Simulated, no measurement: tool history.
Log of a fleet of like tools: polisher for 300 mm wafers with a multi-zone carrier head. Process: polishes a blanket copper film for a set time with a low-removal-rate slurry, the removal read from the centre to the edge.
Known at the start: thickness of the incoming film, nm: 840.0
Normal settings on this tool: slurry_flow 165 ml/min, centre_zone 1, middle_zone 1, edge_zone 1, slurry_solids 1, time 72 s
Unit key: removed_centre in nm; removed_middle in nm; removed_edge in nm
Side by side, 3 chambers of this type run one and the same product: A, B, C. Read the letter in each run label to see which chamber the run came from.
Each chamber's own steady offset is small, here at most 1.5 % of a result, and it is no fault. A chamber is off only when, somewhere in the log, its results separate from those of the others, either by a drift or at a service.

| run | hour | slurry_flow | centre_zone | middle_zone | edge_zone | slurry_solids | time | wafers polished on this pad | hours since the slurry nozzle was cleaned | hours since the centre zone pressure was calibrated | hours since the edge zone pressure was calibrated | removed_centre | removed_middle | removed_edge |
|---|---|---|---|---|---|---|---|---|---|---|---|---|---|---|
| 1B | 8.2 | 165 | 1 | 1 | 1 | 1 | 72 | 276 | 268.4 | 1081.3 | 473 | 249.84 | 249.63 | 255.05 |
| 2C | 18 | 165 | 1 | 1 | 1 | 1 | 72 | 919 | 757 | 219.8 | 700.8 | 245.6 | 248.32 | 249.71 |
|  | 22.7 | chamber A: worn pad replaced by a new one |
| 3A | 26.6 | 165 | 1 | 1 | 1 | 1 | 72 | 48 | 346.9 | 298.4 | 188.1 | 248.16 | 246.5 | 249.77 |
| 4A | 31.6 | 165 | 1 | 1 | 1 | 1 | 72 | 109 | 351.9 | 303.4 | 193.1 | 249.34 | 249.01 | 254.58 |
|  | 33.3 | chamber C: worn pad replaced by a new one |
| 5C | 36.9 | 165 | 1 | 1 | 1 | 1 | 72 | 44 | 775.9 | 238.7 | 719.7 | 249.73 | 249.2 | 247.35 |
| 6B | 43.6 | 165 | 1 | 1 | 1 | 1 | 72 | 706 | 303.8 | 1116.7 | 508.4 | 249.76 | 252.13 | 252.04 |
|  | 47.5 | chamber C: slurry nozzle cleaned |
| 7B | 48.8 | 165 | 1 | 1 | 1 | 1 | 72 | 769 | 309 | 1121.9 | 513.6 | 245.14 | 250.36 | 255.32 |
| 8A | 54.4 | 165 | 1 | 1 | 1 | 1 | 72 | 386 | 374.7 | 326.2 | 215.9 | 246.27 | 248.99 | 249.73 |
|  | 62.7 | chamber B: worn pad replaced by a new one |
| 9C | 62.9 | 165 | 1 | 1 | 1 | 1 | 72 | 360 | 15.5 | 264.7 | 745.7 | 244.82 | 245.92 | 251.98 |
|  | 68.7 | chamber A: worn pad replaced by a new one |
| 10C | 68.9 | 165 | 1 | 1 | 1 | 1 | 72 | 433 | 21.5 | 270.7 | 751.7 | 249.28 | 246.83 | 243.75 |
| 11B | 77 | 165 | 1 | 1 | 1 | 1 | 72 | 174 | 337.2 | 1150.1 | 541.8 | 248.55 | 250.54 | 259.92 |
| 12A | 86.1 | 165 | 1 | 0.94 | 1.07 | 1 | 72 | 212 | 406.4 | 357.9 | 247.6 | 240.19 | 232.01 | 264.55 |
| 13C | 95.5 | 165 | 1 | 0.94 | 1.07 | 1 | 72 | 756 | 48.1 | 297.3 | 778.3 | 250.25 | 230.75 | 261.11 |
| 14B | 101.7 | 165 | 1 | 0.94 | 1.07 | 1 | 72 | 474 | 361.9 | 1174.8 | 566.5 | 245.82 | 238.48 | 260.98 |
| 15A | 107.5 | 165 | 1 | 1 | 1 | 1 | 72 | 472 | 427.8 | 379.3 | 269 | 236.54 | 250.61 | 248.29 |
| 16B | 111.9 | 165 | 1 | 1 | 1 | 1 | 72 | 598 | 372.1 | 1185 | 576.7 | 248.71 | 256.68 | 241.26 |
|  | 114.9 | chamber C: worn pad replaced by a new one |
|  | 116.8 | chamber A: worn pad replaced by a new one |
| 17A | 121.3 | 165 | 1 | 1 | 1 | 1 | 72 | 55 | 441.6 | 393.1 | 282.8 | 228.43 | 249.5 | 246.72 |
|  | 122.7 | chamber B: centre zone pressure recalibrated |
| 18C | 127.8 | 165 | 1 | 1 | 1 | 0.75 | 72 | 156 | 80.4 | 329.6 | 810.6 | 233.1 | 230.94 | 236.02 |
|  | 132.9 | chamber A: slurry nozzle cleaned |
|  | 133.2 | chamber B: worn pad replaced by a new one |
| 19B | 133.4 | 165 | 1 | 1 | 1 | 0.75 | 72 | 2 | 393.6 | 10.7 | 598.2 | 230.94 | 231.17 | 234.16 |
| 20A | 138.2 | 165 | 1 | 1 | 1 | 0.75 | 72 | 260 | 5.3 | 410 | 299.7 | 219.81 | 236.25 | 229.39 |
| 21C | 147 | 165 | 1 | 1 | 1 | 1 | 72 | 390 | 99.6 | 348.8 | 829.8 | 255.53 | 249.15 | 245.1 |
| 22C | 155.5 | 165 | 1 | 1 | 1 | 1 | 72 | 493 | 108.1 | 357.3 | 838.3 | 249.21 | 244.59 | 253.63 |
|  | 159.2 | chamber A: worn pad replaced by a new one |
| 23B | 163.2 | 165 | 1 | 1 | 1 | 1 | 72 | 364 | 423.4 | 40.5 | 628 | 248.36 | 246.46 | 255.28 |
| 24A | 172.7 | 165 | 1 | 1 | 1 | 1 | 72 | 165 | 39.8 | 444.5 | 334.2 | 221.35 | 246.38 | 256.12 |
| 25B | 180 | 165 | 1 | 1 | 1 | 1 | 72 | 568 | 440.2 | 57.3 | 644.8 | 244.84 | 247.83 | 249.89 |
| 26C | 186.7 | 165 | 1 | 1 | 1 | 1 | 72 | 872 | 139.3 | 388.5 | 869.5 | 248.3 | 246.9 | 247.12 |

Each of the 3 chambers runs these same settings next. Fill in every chamber's results:
| 27A | 193.8 | 165 | 1 | 1 | 1 | 1 | 72 |  |  |  |  | ? | ? | ? |
| 27B | 193.8 | 165 | 1 | 1 | 1 | 1 | 72 |  |  |  |  | ? | ? | ? |
| 27C | 193.8 | 165 | 1 | 1 | 1 | 1 | 72 |  |  |  |  | ? | ? | ? |

| run | removed_centre | removed_middle | removed_edge |
|---|---|---|---|
| 27A | 211.22 | 245.49 | 251.2 |
| 27B | 246.52 | 249.1 | 260.62 |
| 27C | 249.46 | 242.91 | 247.27 |

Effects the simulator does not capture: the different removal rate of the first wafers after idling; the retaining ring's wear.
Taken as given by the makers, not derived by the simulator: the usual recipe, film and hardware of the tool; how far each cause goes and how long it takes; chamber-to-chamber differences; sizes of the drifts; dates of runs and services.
